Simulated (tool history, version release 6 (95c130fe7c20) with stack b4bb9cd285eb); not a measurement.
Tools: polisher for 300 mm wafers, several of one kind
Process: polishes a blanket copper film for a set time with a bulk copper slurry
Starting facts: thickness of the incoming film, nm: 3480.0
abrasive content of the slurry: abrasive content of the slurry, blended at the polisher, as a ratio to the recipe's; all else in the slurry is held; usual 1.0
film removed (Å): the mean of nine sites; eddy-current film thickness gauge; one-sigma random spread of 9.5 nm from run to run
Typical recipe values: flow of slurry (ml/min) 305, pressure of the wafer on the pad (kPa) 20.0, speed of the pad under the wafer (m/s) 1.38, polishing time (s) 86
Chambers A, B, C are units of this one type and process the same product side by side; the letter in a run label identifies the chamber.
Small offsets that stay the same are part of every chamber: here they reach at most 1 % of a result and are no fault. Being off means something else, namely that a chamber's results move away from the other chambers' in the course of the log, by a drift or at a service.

run	hour	flow of slurry (ml/min)	pressure of the wafer on the pad (kPa)	speed of the pad under the wafer (m/s)	abrasive content of the slurry	polishing time (s)	film removed (Å)
1B	6.9	305	20.0	1.38	1.0	86	12312.0
2A	11.4	305	20.0	1.38	1.0	86	12382.0
3C	15.6	305	20.0	1.38	1.0	86	12377.0
# hour 19.8: chamber B: slurry blender recalibrated
4A	23.1	305	20.0	1.38	1.0	86	12518.0
5C	27.4	305	24.8	1.58	1.0	86	17191.0
# hour 30.6: chamber A: slurry nozzle cleaned
6B	32.8	305	24.8	1.58	1.0	86	17396.0
# hour 37.0: chamber C: head pressure recalibrated
7B	37.0	305	24.8	1.58	1.0	86	17600.0
8A	44.9	305	20.0	1.38	1.0	86	12579.0
9C	49.1	305	20.0	1.38	0.7	95	11831.0
10B	56.3	305	20.0	1.38	0.7	95	12577.0
# hour 60.6: chamber C: worn pad replaced by a new one
11A	64.2	305	20.0	1.38	0.7	95	12713.0
12C	68.0	305	20.0	1.38	1.0	86	11617.0
13A	75.4	305	20.0	1.38	1.0	86	12397.0
# hour 82.4: chamber A: slurry blender recalibrated
14C	83.2	240	20.0	1.38	1.0	86	11311.0
15B	89.6	240	20.0	1.38	1.0	86	11996.0
16A	93.7	240	20.0	1.38	1.0	86	12112.0
# hour 93.8: chamber B: worn pad replaced by a new one
17B	100.2	305	20.0	1.38	1.0	86	12512.0
18C	107.5	305	20.0	0.92	0.8	86	7433.7
19B	111.4	305	20.0	0.92	0.8	86	7840.1
20A	115.8	305	20.0	0.92	0.8	86	7856.3

Decide between three cases: one chamber stands off from its peers, the gauge reading all wafers drifts, or nothing is wrong past each chamber's small offset. Where a chamber is off, say which and what most likely put it there.

Chamber C came out of a service off from its peers and stayed that way.
What lies behind it: head's pressure below its setpoint, % = 5.16.

Below are 4 candidate recipes for chamber C's next run, each the usual settings with a change, their results shown as question marks. Which of them brings C's results back in line with what the other chambers give on the usual settings?
In line here means within this much of the mean the other chambers give on the usual settings: film removed (Å) 330.0
21C-1	121.6	305	20.0	1.42	1.0	89	?
21C-2	121.6	305	20.0	1.38	1.0	85	?
21C-3	121.6	305	20.0	1.38	1.0	87	?
21C-4	121.6	305	18.6	1.38	1.0	86	?

Mean of the other chambers on the usual settings: film removed (Å) 12386.0
run	film removed (Å)
21C-1	12416.0
21C-2	11529.0
21C-3	11800.0
21C-4	10864.0
21C-1 brings the chamber back in line.
